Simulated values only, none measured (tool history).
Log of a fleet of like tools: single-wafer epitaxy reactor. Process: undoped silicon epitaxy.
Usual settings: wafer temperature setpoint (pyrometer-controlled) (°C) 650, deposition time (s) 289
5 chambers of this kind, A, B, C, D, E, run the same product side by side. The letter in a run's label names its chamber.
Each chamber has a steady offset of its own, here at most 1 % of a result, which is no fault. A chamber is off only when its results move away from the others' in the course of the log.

run   hour  wafer temperature setpoint (pyrometer-controlled) (°C)  deposition time (s)  read-back reference wafer on the same gauge, thickness_nm  mean film thickness on the monitor wafer (Å)
 1B    9.8                                                     650                  289                                                     48.289                                        487.75
 2E   18.6                                                     650                  289                                                     48.275                                        486.48
 3A   32.1                                                     650                  289                                                      48.28                                         486.9
 4D   40.8                                                     650                  289                                                     48.259                                        485.19
 5C   48.1                                                     650                  289                                                     48.288                                        483.85
 6A   61.7                                                     650                  317                                                     48.232                                        531.32
 7C   72.4                                                     650                  317                                                      48.24                                        529.72
 8D   87.2                                                     650                  317                                                     48.205                                        531.89
 9B  101.6                                                     650                  317                                                     48.199                                        533.41
10E  109.8                                                     650                  317                                                     48.193                                        532.75
11D  123.3                                                     650                  289                                                     48.185                                        485.56
12C  129.9                                                     650                  289                                                     48.171                                        483.14
13E  143.1                                                     650                  289                                                     48.171                                        486.93
14B  156.4                                                     650                  289                                                     48.175                                         485.2
15A  166.8                                                     655                  289                                                     48.186                                        539.72
16D  175.9                                                     655                  289                                                     48.145                                        539.33
17C  186.5                                                     655                  289                                                     48.137                                        537.63
18B    196                                                     655                  289                                                     48.119                                        541.89
19E  203.8                                                     655                  289                                                     48.115                                        541.76
20A  214.2                                                     650                  289                                                     48.109                                        483.03
21C  222.3                                                     650                  289                                                     48.109                                        482.82
22B  235.8                                                     641                  239                                                      48.09                                        330.08
23E  248.2                                                     641                  239                                                     48.091                                        329.37
24D  256.8                                                     641                  239                                                     48.084                                        327.55
25A  271.1                                                     641                  239                                                     48.075                                        326.91
26C  281.1                                                     641                  239                                                     48.029                                        325.96
27D  292.5                                                     650                  289                                                     48.047                                         483.2
28E    301                                                     650                  289                                                     48.039                                        484.99
29A  311.1                                                     650                  289                                                     48.015                                        483.58
30B  325.6                                                     650                  289                                                     48.014                                        484.98
31A  335.5                                                     650                  289                                                     48.009                                        482.21
32E  346.5                                                     642                  235                                                     47.998                                        330.11
33C  356.2                                                     642                  235                                                     48.001                                        326.94

Is one chamber off against the others, does the gauge drift, or is nothing wrong? If a chamber is off, say which, and what the likeliest cause is.

The gauge drifts, so all chambers seem to drift together. No chamber is off.
Cause: gauge reads low (%) = 0.669.

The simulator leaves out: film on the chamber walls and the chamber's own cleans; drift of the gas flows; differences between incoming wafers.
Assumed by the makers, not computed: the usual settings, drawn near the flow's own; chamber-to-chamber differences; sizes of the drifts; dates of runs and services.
